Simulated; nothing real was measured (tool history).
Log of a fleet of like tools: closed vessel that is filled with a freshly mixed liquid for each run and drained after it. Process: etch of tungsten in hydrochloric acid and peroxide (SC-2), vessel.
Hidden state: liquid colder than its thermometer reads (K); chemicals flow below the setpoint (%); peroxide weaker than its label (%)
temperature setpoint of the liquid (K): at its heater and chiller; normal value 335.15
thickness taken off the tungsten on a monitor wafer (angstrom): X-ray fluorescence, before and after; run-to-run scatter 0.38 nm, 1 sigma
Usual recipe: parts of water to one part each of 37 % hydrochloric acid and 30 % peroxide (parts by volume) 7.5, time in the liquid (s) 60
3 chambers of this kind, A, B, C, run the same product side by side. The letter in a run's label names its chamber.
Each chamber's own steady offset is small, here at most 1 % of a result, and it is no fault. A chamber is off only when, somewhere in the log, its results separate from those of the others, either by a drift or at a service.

| run | day | temperature setpoint of the liquid (K) | parts of water to one part each of 37 % hydrochloric acid and 30 % peroxide (parts by volume) | time in the liquid (s) | hours since the thermometer was replaced | hours since the chemicals flow meter was replaced | hours since the drum of peroxide was connected | read-back film thickness of the tungsten reference wafer, read on the same gauge (nm) | thickness taken off the tungsten on a monitor wafer (angstrom) |
|---|---|---|---|---|---|---|---|---|---|
| 1B | 0.217 | 335.15 | 7.5 | 60 | 974.8 | 338.0 | 45.6 | 150.00 | 535.37 |
| 2A | 0.446 | 335.15 | 7.5 | 60 | 557.3 | 383.8 | 607.5 | 150.00 | 544.52 |
| 3C | 0.688 | 335.15 | 7.5 | 60 | 515.2 | 230.7 | 660.4 | 150.02 | 539.53 |
|  | 0.783 | chamber A: thermometer replaced |
| 4C | 0.879 | 335.15 | 7.5 | 60 | 519.8 | 235.3 | 665.0 | 149.99 | 534.43 |
| 5B | 1.058 | 335.15 | 7.5 | 60 | 995.0 | 358.2 | 65.8 | 150.00 | 534.46 |
| 6A | 1.254 | 335.15 | 7.5 | 60 | 11.4 | 403.2 | 626.9 | 150.02 | 543.49 |
| 7A | 1.496 | 335.15 | 7.5 | 60 | 17.2 | 409.0 | 632.7 | 150.04 | 545.77 |
| 8B | 1.679 | 335.15 | 7.5 | 60 | 1009.9 | 373.1 | 80.7 | 149.99 | 540.43 |
| 9C | 1.871 | 335.15 | 7.5 | 60 | 543.6 | 259.1 | 688.8 | 150.01 | 537.59 |
| 10B | 2.092 | 335.15 | 7.5 | 60 | 1019.8 | 383.0 | 90.6 | 150.02 | 536.80 |
| 11C | 2.346 | 335.15 | 7.5 | 60 | 555.0 | 270.5 | 700.2 | 150.02 | 540.62 |
| 12A | 2.533 | 335.15 | 7.5 | 60 | 42.1 | 433.9 | 657.6 | 150.01 | 541.11 |
| 13B | 2.662 | 335.15 | 7.5 | 60 | 1033.5 | 396.7 | 104.3 | 150.01 | 533.80 |
| 14C | 2.904 | 335.15 | 7.5 | 60 | 568.4 | 283.9 | 713.6 | 149.99 | 533.91 |
| 15A | 3.121 | 338.15 | 11.0 | 60 | 56.2 | 448.0 | 671.7 | 150.03 | 482.43 |
| 16C | 3.350 | 338.15 | 11.0 | 60 | 579.1 | 294.6 | 724.3 | 149.99 | 469.95 |
| 17A | 3.538 | 338.15 | 11.0 | 60 | 66.2 | 458.0 | 681.7 | 150.02 | 479.20 |
|  | 3.612 | chamber A: chemicals flow meter replaced |
| 18B | 3.783 | 335.15 | 7.5 | 60 | 1060.4 | 423.6 | 131.2 | 149.96 | 542.10 |
| 19C | 3.912 | 335.15 | 7.5 | 60 | 592.6 | 308.1 | 737.8 | 150.00 | 543.44 |
| 20B | 4.179 | 335.15 | 7.5 | 60 | 1069.9 | 433.1 | 140.7 | 150.01 | 533.51 |
| 21A | 4.338 | 335.15 | 7.5 | 60 | 85.4 | 17.4 | 700.9 | 150.00 | 540.52 |
| 22C | 4.525 | 335.15 | 6.0 | 75 | 607.3 | 322.8 | 752.5 | 150.00 | 802.77 |
| 23A | 4.758 | 335.15 | 6.0 | 75 | 95.5 | 27.5 | 711.0 | 149.97 | 808.95 |
| 24B | 4.883 | 335.15 | 6.0 | 75 | 1086.8 | 450.0 | 157.6 | 150.01 | 801.88 |
| 25B | 5.154 | 335.15 | 7.5 | 60 | 1093.3 | 456.5 | 164.1 | 150.01 | 535.60 |
| 26A | 5.400 | 335.15 | 7.5 | 60 | 110.9 | 42.9 | 726.4 | 149.99 | 545.48 |
| 27C | 5.558 | 335.15 | 7.5 | 60 | 632.1 | 347.6 | 777.3 | 149.98 | 544.00 |
| 28B | 5.775 | 335.15 | 5.5 | 60 | 1108.2 | 471.4 | 179.0 | 150.02 | 675.01 |
| 29A | 5.975 | 335.15 | 5.5 | 60 | 124.7 | 56.7 | 740.2 | 149.99 | 693.04 |
| 30C | 6.238 | 335.15 | 5.5 | 60 | 648.4 | 363.9 | 793.6 | 150.00 | 674.46 |
| 31B | 6.408 | 335.15 | 7.5 | 60 | 1123.4 | 486.6 | 194.2 | 149.99 | 537.14 |
| 32A | 6.554 | 335.15 | 7.5 | 60 | 138.6 | 70.6 | 754.1 | 150.01 | 542.91 |
| 33C | 6.746 | 344.65 | 9.5 | 60 | 660.6 | 376.1 | 805.8 | 149.99 | 795.52 |
| 34C | 6.862 | 344.65 | 9.5 | 60 | 663.4 | 378.9 | 808.6 | 149.98 | 783.61 |
|  | 6.946 | chamber C: thermometer replaced |
| 35A | 7.092 | 344.65 | 9.5 | 60 | 151.5 | 83.5 | 767.0 | 149.99 | 802.85 |
| 36B | 7.300 | 335.15 | 7.5 | 60 | 1144.8 | 508.0 | 215.6 | 149.99 | 536.49 |
| 37A | 7.538 | 335.15 | 7.5 | 60 | 162.2 | 94.2 | 777.7 | 150.03 | 547.42 |
| 38B | 7.700 | 335.15 | 7.5 | 60 | 1154.4 | 517.6 | 225.2 | 150.00 | 534.80 |
| 39C | 7.875 | 335.15 | 7.5 | 60 | 22.4 | 403.2 | 832.9 | 150.01 | 542.34 |
| 40A | 8.000 | 335.15 | 7.5 | 60 | 173.3 | 105.3 | 788.8 | 149.98 | 545.92 |
| 41B | 8.167 | 335.15 | 7.5 | 60 | 1165.6 | 528.8 | 236.4 | 150.00 | 533.88 |
| 42C | 8.383 | 335.15 | 7.5 | 60 | 34.6 | 415.4 | 845.1 | 150.01 | 534.61 |
| 43C | 8.642 | 335.15 | 7.5 | 60 | 40.8 | 421.6 | 851.3 | 150.01 | 543.13 |

Is one chamber out of step, is the gauge drifting, or do the chambers differ by no more than their own small offsets? For an off chamber, give its letter and the likeliest cause.

No chamber is off and the gauge is stable; the differences are just each chamber's small, constant offset.

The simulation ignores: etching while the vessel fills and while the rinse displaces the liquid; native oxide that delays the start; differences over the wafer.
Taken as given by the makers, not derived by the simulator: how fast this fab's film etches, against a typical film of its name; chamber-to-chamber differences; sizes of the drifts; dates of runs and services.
